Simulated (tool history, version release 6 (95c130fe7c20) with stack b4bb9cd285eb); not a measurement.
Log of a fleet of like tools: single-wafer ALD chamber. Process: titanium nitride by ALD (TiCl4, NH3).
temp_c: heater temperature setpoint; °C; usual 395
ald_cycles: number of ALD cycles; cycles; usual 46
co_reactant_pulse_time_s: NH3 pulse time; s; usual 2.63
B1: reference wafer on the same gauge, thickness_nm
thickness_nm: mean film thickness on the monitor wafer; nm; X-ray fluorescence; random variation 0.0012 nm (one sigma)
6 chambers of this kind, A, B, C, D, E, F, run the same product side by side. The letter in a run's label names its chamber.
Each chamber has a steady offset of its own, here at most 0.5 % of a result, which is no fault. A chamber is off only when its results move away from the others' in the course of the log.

{"run": "1E", "day": 0.179, "temp_c": 395, "ald_cycles": 46, "co_reactant_pulse_time_s": 2.63, "B1": 0.95017, "thickness_nm": 1.0247}
{"run": "2B", "day": 0.304, "temp_c": 395, "ald_cycles": 46, "co_reactant_pulse_time_s": 2.63, "B1": 0.95013, "thickness_nm": 1.0196}
{"run": "3A", "day": 0.45, "temp_c": 395, "ald_cycles": 46, "co_reactant_pulse_time_s": 2.63, "B1": 0.95033, "thickness_nm": 1.0252}
{"run": "4C", "day": 0.679, "temp_c": 395, "ald_cycles": 46, "co_reactant_pulse_time_s": 2.63, "B1": 0.95039, "thickness_nm": 1.0253}
{"run": "5F", "day": 0.858, "temp_c": 395, "ald_cycles": 46, "co_reactant_pulse_time_s": 2.63, "B1": 0.95081, "thickness_nm": 1.0178}
{"run": "6D", "day": 1.067, "temp_c": 403, "ald_cycles": 51, "co_reactant_pulse_time_s": 2.63, "B1": 0.95078, "thickness_nm": 1.1402}
{"run": "7A", "day": 1.167, "temp_c": 403, "ald_cycles": 51, "co_reactant_pulse_time_s": 2.63, "B1": 0.95062, "thickness_nm": 1.141}
{"run": "8E", "day": 1.35, "temp_c": 403, "ald_cycles": 51, "co_reactant_pulse_time_s": 2.63, "B1": 0.95067, "thickness_nm": 1.1392}
{"run": "9B", "day": 1.521, "temp_c": 403, "ald_cycles": 51, "co_reactant_pulse_time_s": 2.63, "B1": 0.95099, "thickness_nm": 1.1351}
{"run": "10F", "day": 1.721, "temp_c": 403, "ald_cycles": 51, "co_reactant_pulse_time_s": 2.63, "B1": 0.95104, "thickness_nm": 1.1358}
{"run": "11D", "day": 1.912, "temp_c": 403, "ald_cycles": 51, "co_reactant_pulse_time_s": 2.63, "B1": 0.9513, "thickness_nm": 1.1422}
{"run": "12C", "day": 2.025, "temp_c": 395, "ald_cycles": 46, "co_reactant_pulse_time_s": 2.63, "B1": 0.95132, "thickness_nm": 1.0264}
{"run": "13E", "day": 2.233, "temp_c": 395, "ald_cycles": 46, "co_reactant_pulse_time_s": 2.63, "B1": 0.95125, "thickness_nm": 1.027}
{"run": "14D", "day": 2.371, "temp_c": 395, "ald_cycles": 46, "co_reactant_pulse_time_s": 2.63, "B1": 0.95135, "thickness_nm": 1.0272}
{"run": "15C", "day": 2.488, "temp_c": 395, "ald_cycles": 46, "co_reactant_pulse_time_s": 2.63, "B1": 0.95142, "thickness_nm": 1.0275}
{"run": "16F", "day": 2.638, "temp_c": 395, "ald_cycles": 46, "co_reactant_pulse_time_s": 2.63, "B1": 0.95174, "thickness_nm": 1.0201}
{"run": "17B", "day": 2.767, "temp_c": 395, "ald_cycles": 46, "co_reactant_pulse_time_s": 2.63, "B1": 0.95177, "thickness_nm": 1.0212}
{"run": "18A", "day": 2.879, "temp_c": 395, "ald_cycles": 46, "co_reactant_pulse_time_s": 2.63, "B1": 0.95165, "thickness_nm": 1.0269}
{"run": "19F", "day": 3.092, "temp_c": 395, "ald_cycles": 46, "co_reactant_pulse_time_s": 2.63, "B1": 0.95167, "thickness_nm": 1.0203}
{"run": "20D", "day": 3.192, "temp_c": 395, "ald_cycles": 46, "co_reactant_pulse_time_s": 2.63, "B1": 0.95208, "thickness_nm": 1.0266}
{"run": "21B", "day": 3.392, "temp_c": 395, "ald_cycles": 46, "co_reactant_pulse_time_s": 2.95, "B1": 0.95225, "thickness_nm": 1.0277}
{"run": "22E", "day": 3.558, "temp_c": 395, "ald_cycles": 46, "co_reactant_pulse_time_s": 2.95, "B1": 0.95226, "thickness_nm": 1.0312}
{"run": "23A", "day": 3.75, "temp_c": 395, "ald_cycles": 46, "co_reactant_pulse_time_s": 2.95, "B1": 0.95208, "thickness_nm": 1.0331}
{"run": "24C", "day": 3.933, "temp_c": 395, "ald_cycles": 46, "co_reactant_pulse_time_s": 2.95, "B1": 0.95241, "thickness_nm": 1.0294}
{"run": "25F", "day": 4.108, "temp_c": 395, "ald_cycles": 46, "co_reactant_pulse_time_s": 2.95, "B1": 0.95259, "thickness_nm": 1.0239}
{"run": "26C", "day": 4.238, "temp_c": 395, "ald_cycles": 46, "co_reactant_pulse_time_s": 2.95, "B1": 0.95239, "thickness_nm": 1.0328}
{"run": "27B", "day": 4.429, "temp_c": 395, "ald_cycles": 46, "co_reactant_pulse_time_s": 2.63, "B1": 0.95275, "thickness_nm": 1.0211}
{"run": "28E", "day": 4.646, "temp_c": 395, "ald_cycles": 46, "co_reactant_pulse_time_s": 2.63, "B1": 0.95269, "thickness_nm": 1.0286}
{"run": "29D", "day": 4.796, "temp_c": 395, "ald_cycles": 46, "co_reactant_pulse_time_s": 2.63, "B1": 0.95291, "thickness_nm": 1.0278}
{"run": "30A", "day": 5.004, "temp_c": 395, "ald_cycles": 46, "co_reactant_pulse_time_s": 2.63, "B1": 0.95313, "thickness_nm": 1.0292}
{"run": "31C", "day": 5.212, "temp_c": 403, "ald_cycles": 46, "co_reactant_pulse_time_s": 2.63, "B1": 0.9532, "thickness_nm": 1.0334}
{"run": "32A", "day": 5.429, "temp_c": 403, "ald_cycles": 46, "co_reactant_pulse_time_s": 2.63, "B1": 0.95307, "thickness_nm": 1.0344}
{"run": "33D", "day": 5.629, "temp_c": 403, "ald_cycles": 46, "co_reactant_pulse_time_s": 2.63, "B1": 0.95333, "thickness_nm": 1.0336}
{"run": "34E", "day": 5.738, "temp_c": 403, "ald_cycles": 46, "co_reactant_pulse_time_s": 2.63, "B1": 0.9538, "thickness_nm": 1.0327}
{"run": "35F", "day": 5.917, "temp_c": 403, "ald_cycles": 46, "co_reactant_pulse_time_s": 2.63, "B1": 0.95374, "thickness_nm": 1.0253}
{"run": "36B", "day": 6.067, "temp_c": 403, "ald_cycles": 46, "co_reactant_pulse_time_s": 2.63, "B1": 0.95347, "thickness_nm": 1.0277}
{"run": "37E", "day": 6.3, "temp_c": 395, "ald_cycles": 46, "co_reactant_pulse_time_s": 2.63, "B1": 0.95388, "thickness_nm": 1.0289}
{"run": "38D", "day": 6.458, "temp_c": 395, "ald_cycles": 46, "co_reactant_pulse_time_s": 2.0, "B1": 0.95407, "thickness_nm": 1.0198}
{"run": "39A", "day": 6.658, "temp_c": 395, "ald_cycles": 46, "co_reactant_pulse_time_s": 2.0, "B1": 0.95423, "thickness_nm": 1.0192}
{"run": "40B", "day": 6.804, "temp_c": 395, "ald_cycles": 46, "co_reactant_pulse_time_s": 2.0, "B1": 0.95442, "thickness_nm": 1.0123}
{"run": "41C", "day": 6.967, "temp_c": 395, "ald_cycles": 46, "co_reactant_pulse_time_s": 2.0, "B1": 0.95456, "thickness_nm": 1.0183}

What goes on in this fleet: one chamber off, a drifting gauge, or nothing beyond the chambers' own small offsets? Name the chamber and the cause, if any.

The gauge drifts, so all chambers seem to drift together. No chamber is off.
Cause: gauge reads high (%) = 0.472.
